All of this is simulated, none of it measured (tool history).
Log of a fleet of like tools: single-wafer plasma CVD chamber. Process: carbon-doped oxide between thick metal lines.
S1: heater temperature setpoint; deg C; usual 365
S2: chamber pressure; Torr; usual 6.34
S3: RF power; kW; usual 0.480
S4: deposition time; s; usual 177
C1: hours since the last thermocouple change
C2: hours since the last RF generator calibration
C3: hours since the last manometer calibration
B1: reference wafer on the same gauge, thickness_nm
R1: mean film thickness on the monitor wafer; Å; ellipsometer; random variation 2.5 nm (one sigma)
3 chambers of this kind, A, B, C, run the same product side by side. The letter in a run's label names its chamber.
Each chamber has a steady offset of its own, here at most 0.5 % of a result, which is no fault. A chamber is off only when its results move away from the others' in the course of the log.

{"run": "1B", "hour": 6.0, "S1": 365, "S2": 6.34, "S3": 0.48, "S4": 177, "C1": 2239.6, "C2": 259.8, "C3": 1370.6, "B1": 711.97, "R1": 8651.0}
{"run": "2C", "hour": 14.4, "S1": 365, "S2": 6.34, "S3": 0.48, "S4": 177, "C1": 2144.2, "C2": 1133.9, "C3": 1140.0, "B1": 712.25, "R1": 8622.2}
{"run": "3A", "hour": 21.8, "S1": 365, "S2": 6.34, "S3": 0.48, "S4": 177, "C1": 2416.8, "C2": 1023.1, "C3": 113.3, "B1": 711.24, "R1": 8655.8}
{"run": "4C", "hour": 33.6, "S1": 365, "S2": 6.34, "S3": 0.48, "S4": 177, "C1": 2163.4, "C2": 1153.1, "C3": 1159.2, "B1": 712.05, "R1": 8663.1}
{"run": "5B", "hour": 42.7, "S1": 365, "S2": 6.34, "S3": 0.48, "S4": 177, "C1": 2276.3, "C2": 296.5, "C3": 1407.3, "B1": 712.27, "R1": 8658.1}
{"run": "6A", "hour": 51.7, "S1": 365, "S2": 6.34, "S3": 0.48, "S4": 177, "C1": 2446.7, "C2": 1053.0, "C3": 143.2, "B1": 712.03, "R1": 8696.7}
{"run": "7A", "hour": 60.2, "S1": 365, "S2": 6.34, "S3": 0.48, "S4": 177, "C1": 2455.2, "C2": 1061.5, "C3": 151.7, "B1": 711.89, "R1": 8672.7}
{"run": "8C", "hour": 67.7, "S1": 365, "S2": 6.34, "S3": 0.48, "S4": 177, "C1": 2197.5, "C2": 1187.2, "C3": 1193.3, "B1": 712.32, "R1": 8676.9}
{"run": "9B", "hour": 77.4, "S1": 365, "S2": 6.34, "S3": 0.48, "S4": 177, "C1": 2311.0, "C2": 331.2, "C3": 1442.0, "B1": 712.32, "R1": 8630.8}
{"run": "10B", "hour": 89.2, "S1": 365, "S2": 6.34, "S3": 0.48, "S4": 177, "C1": 2322.8, "C2": 343.0, "C3": 1453.8, "B1": 712.04, "R1": 8647.0}
{"run": "11A", "hour": 95.1, "S1": 360, "S2": 6.34, "S3": 0.48, "S4": 177, "C1": 2490.1, "C2": 1096.4, "C3": 186.6, "B1": 712.27, "R1": 8774.2}
{"run": "12C", "hour": 101.9, "S1": 360, "S2": 6.34, "S3": 0.48, "S4": 177, "C1": 2231.7, "C2": 1221.4, "C3": 1227.5, "B1": 711.51, "R1": 8794.1}
{"run": "13C", "hour": 111.3, "S1": 360, "S2": 6.34, "S3": 0.48, "S4": 177, "C1": 2241.1, "C2": 1230.8, "C3": 1236.9, "B1": 712.1, "R1": 8749.0}
{"run": "14B", "hour": 122.5, "S1": 365, "S2": 6.34, "S3": 0.48, "S4": 177, "C1": 2356.1, "C2": 376.3, "C3": 1487.1, "B1": 712.06, "R1": 8664.3}
{"run": "15A", "hour": 131.0, "S1": 375, "S2": 6.34, "S3": 0.48, "S4": 195, "C1": 2526.0, "C2": 1132.3, "C3": 222.5, "B1": 711.99, "R1": 9335.1}
{"hour": 131.3, "done": "chamber A: thermocouple changed; heater temperature recalibrated"}
{"run": "16B", "hour": 137.7, "S1": 375, "S2": 6.34, "S3": 0.48, "S4": 195, "C1": 2371.3, "C2": 391.5, "C3": 1502.3, "B1": 712.35, "R1": 9328.5}
{"run": "17A", "hour": 147.4, "S1": 375, "S2": 6.34, "S3": 0.48, "S4": 195, "C1": 16.1, "C2": 1148.7, "C3": 238.9, "B1": 711.23, "R1": 9310.4}
{"run": "18C", "hour": 154.0, "S1": 365, "S2": 6.34, "S3": 0.48, "S4": 177, "C1": 2283.8, "C2": 1273.5, "C3": 1279.6, "B1": 712.4, "R1": 8663.2}
{"run": "19A", "hour": 159.3, "S1": 365, "S2": 6.34, "S3": 0.48, "S4": 177, "C1": 28.0, "C2": 1160.6, "C3": 250.8, "B1": 712.14, "R1": 8656.7}
{"run": "20B", "hour": 166.9, "S1": 365, "S2": 6.34, "S3": 0.48, "S4": 177, "C1": 2400.5, "C2": 420.7, "C3": 1531.5, "B1": 712.58, "R1": 8633.9}
{"run": "21C", "hour": 172.3, "S1": 365, "S2": 6.34, "S3": 0.48, "S4": 177, "C1": 2302.1, "C2": 1291.8, "C3": 1297.9, "B1": 712.49, "R1": 8623.6}
{"run": "22C", "hour": 178.1, "S1": 365, "S2": 6.34, "S3": 0.48, "S4": 177, "C1": 2307.9, "C2": 1297.6, "C3": 1303.7, "B1": 711.9, "R1": 8670.2}
{"run": "23B", "hour": 186.3, "S1": 365, "S2": 6.34, "S3": 0.48, "S4": 177, "C1": 2419.9, "C2": 440.1, "C3": 1550.9, "B1": 712.18, "R1": 8642.9}
{"run": "24A", "hour": 198.2, "S1": 365, "S2": 6.34, "S3": 0.55, "S4": 152, "C1": 66.9, "C2": 1199.5, "C3": 289.7, "B1": 712.02, "R1": 8073.7}
{"run": "25A", "hour": 208.2, "S1": 365, "S2": 6.34, "S3": 0.55, "S4": 152, "C1": 76.9, "C2": 1209.5, "C3": 299.7, "B1": 712.08, "R1": 8083.5}
{"run": "26B", "hour": 219.0, "S1": 365, "S2": 6.34, "S3": 0.55, "S4": 152, "C1": 2452.6, "C2": 472.8, "C3": 1583.6, "B1": 712.14, "R1": 8073.9}
{"run": "27C", "hour": 228.8, "S1": 365, "S2": 6.34, "S3": 0.48, "S4": 177, "C1": 2358.6, "C2": 1348.3, "C3": 1354.4, "B1": 711.44, "R1": 8678.3}
{"run": "28C", "hour": 239.4, "S1": 365, "S2": 6.34, "S3": 0.48, "S4": 177, "C1": 2369.2, "C2": 1358.9, "C3": 1365.0, "B1": 712.2, "R1": 8630.7}
{"hour": 243.3, "done": "chamber B: thermocouple changed; heater temperature recalibrated"}
{"run": "29B", "hour": 249.8, "S1": 365, "S2": 6.34, "S3": 0.48, "S4": 177, "C1": 6.6, "C2": 503.6, "C3": 1614.4, "B1": 712.21, "R1": 8677.4}
{"run": "30A", "hour": 255.5, "S1": 365, "S2": 6.34, "S3": 0.48, "S4": 177, "C1": 124.2, "C2": 1256.8, "C3": 347.0, "B1": 712.16, "R1": 8664.9}

Next, every chamber runs the same settings. What will each give?
{"run": "31A", "hour": 264.2, "S1": 365, "S2": 6.34, "S3": 0.48, "S4": 177, "R1": "?"}
{"run": "31B", "hour": 264.2, "S1": 365, "S2": 6.34, "S3": 0.48, "S4": 177, "R1": "?"}
{"run": "31C", "hour": 264.2, "S1": 365, "S2": 6.34, "S3": 0.48, "S4": 177, "R1": "?"}

run=31A R1=8621.3
run=31B R1=8600.2
run=31C R1=8681.0
